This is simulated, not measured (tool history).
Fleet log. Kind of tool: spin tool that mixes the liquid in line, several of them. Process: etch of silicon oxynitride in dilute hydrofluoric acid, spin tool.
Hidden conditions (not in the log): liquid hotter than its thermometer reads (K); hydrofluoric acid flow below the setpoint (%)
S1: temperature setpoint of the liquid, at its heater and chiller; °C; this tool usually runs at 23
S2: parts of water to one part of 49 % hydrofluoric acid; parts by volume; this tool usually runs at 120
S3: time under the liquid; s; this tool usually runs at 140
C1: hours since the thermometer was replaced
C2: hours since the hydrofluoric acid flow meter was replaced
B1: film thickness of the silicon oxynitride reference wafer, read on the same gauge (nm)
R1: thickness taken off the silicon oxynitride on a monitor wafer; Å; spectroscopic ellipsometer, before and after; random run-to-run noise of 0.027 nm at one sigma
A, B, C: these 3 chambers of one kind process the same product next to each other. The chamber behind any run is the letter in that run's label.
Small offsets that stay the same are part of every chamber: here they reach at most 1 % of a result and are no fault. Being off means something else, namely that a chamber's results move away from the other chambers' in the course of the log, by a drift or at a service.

run	hour	S1	S2	S3	C1	C2	B1	R1
1A	7.7	23	120	140	61.8	1271.9	39.98	42.067
2B	15.6	23	120	140	369.2	575.9	40.019	41.825
3C	28.2	23	120	140	1244.7	549.1	39.998	42.647
4B	38.9	23	120	140	392.5	599.2	39.978	41.737
5A	45.2	23	120	140	99.3	1309.4	40.005	41.99
6C	56.5	23	120	140	1273	577.4	40.016	42.835
7C	65	23	120	140	1281.5	585.9	39.992	42.809
8B	77.6	23	120	140	431.2	637.9	40.029	42.014
# hour 85.4: chamber A: hydrofluoric acid flow meter replaced
9A	88.2	23	120	140	142.3	2.9	39.999	41.824
10C	97.1	23	120	140	1313.6	618	39.994	42.395
11A	103.8	23	120	140	157.9	18.5	39.993	41.884
# hour 115.2: chamber C: hydrofluoric acid flow meter replaced
12B	117	23	120	140	470.6	677.3	40.01	41.799
13A	126.1	23	120	140	180.2	40.8	39.999	41.952
14C	134.7	23	120	140	1351.2	19.6	40.01	42.691
15B	143.1	20	120	185	496.7	703.4	40.022	47.952
16A	155.6	20	120	185	209.7	70.3	39.991	48.674
17B	165.1	20	120	185	518.7	725.4	40.029	47.827
18C	171.5	23	120	140	1388	56.4	40.021	42.034
19A	178.9	23	120	140	233	93.6	39.989	41.932
20B	192.7	23	120	140	546.3	753	39.996	41.742
21C	205.3	23	120	140	1421.8	90.2	39.998	43.011
22C	216.8	23	120	140	1433.3	101.7	40.029	43.139
23B	226.5	23	120	140	580.1	786.8	40.03	41.847
24A	237.8	23	120	140	291.9	152.5	40.03	42.167
25C	244.1	23	120	140	1460.6	129	39.975	42.592
# hour 247.3: chamber C: thermometer replaced
26A	257.5	23	120	140	311.6	172.2	40.004	41.749
27B	264.4	23	120	140	618	824.7	39.999	41.606
28B	273.9	23	120	140	627.5	834.2	40.018	42.098
29C	285.3	23	120	140	38	170.2	40	42.163
30A	295.9	23	120	140	350	210.6	40.005	41.362

Next, all 3 chambers run the settings below, one line each with question marks for the results. What does each chamber give?
31A	305.9	23	120	140				?
31B	305.9	23	120	140				?
31C	305.9	23	120	140				?

run	R1
31A	41.733
31B	41.217
31C	42.479
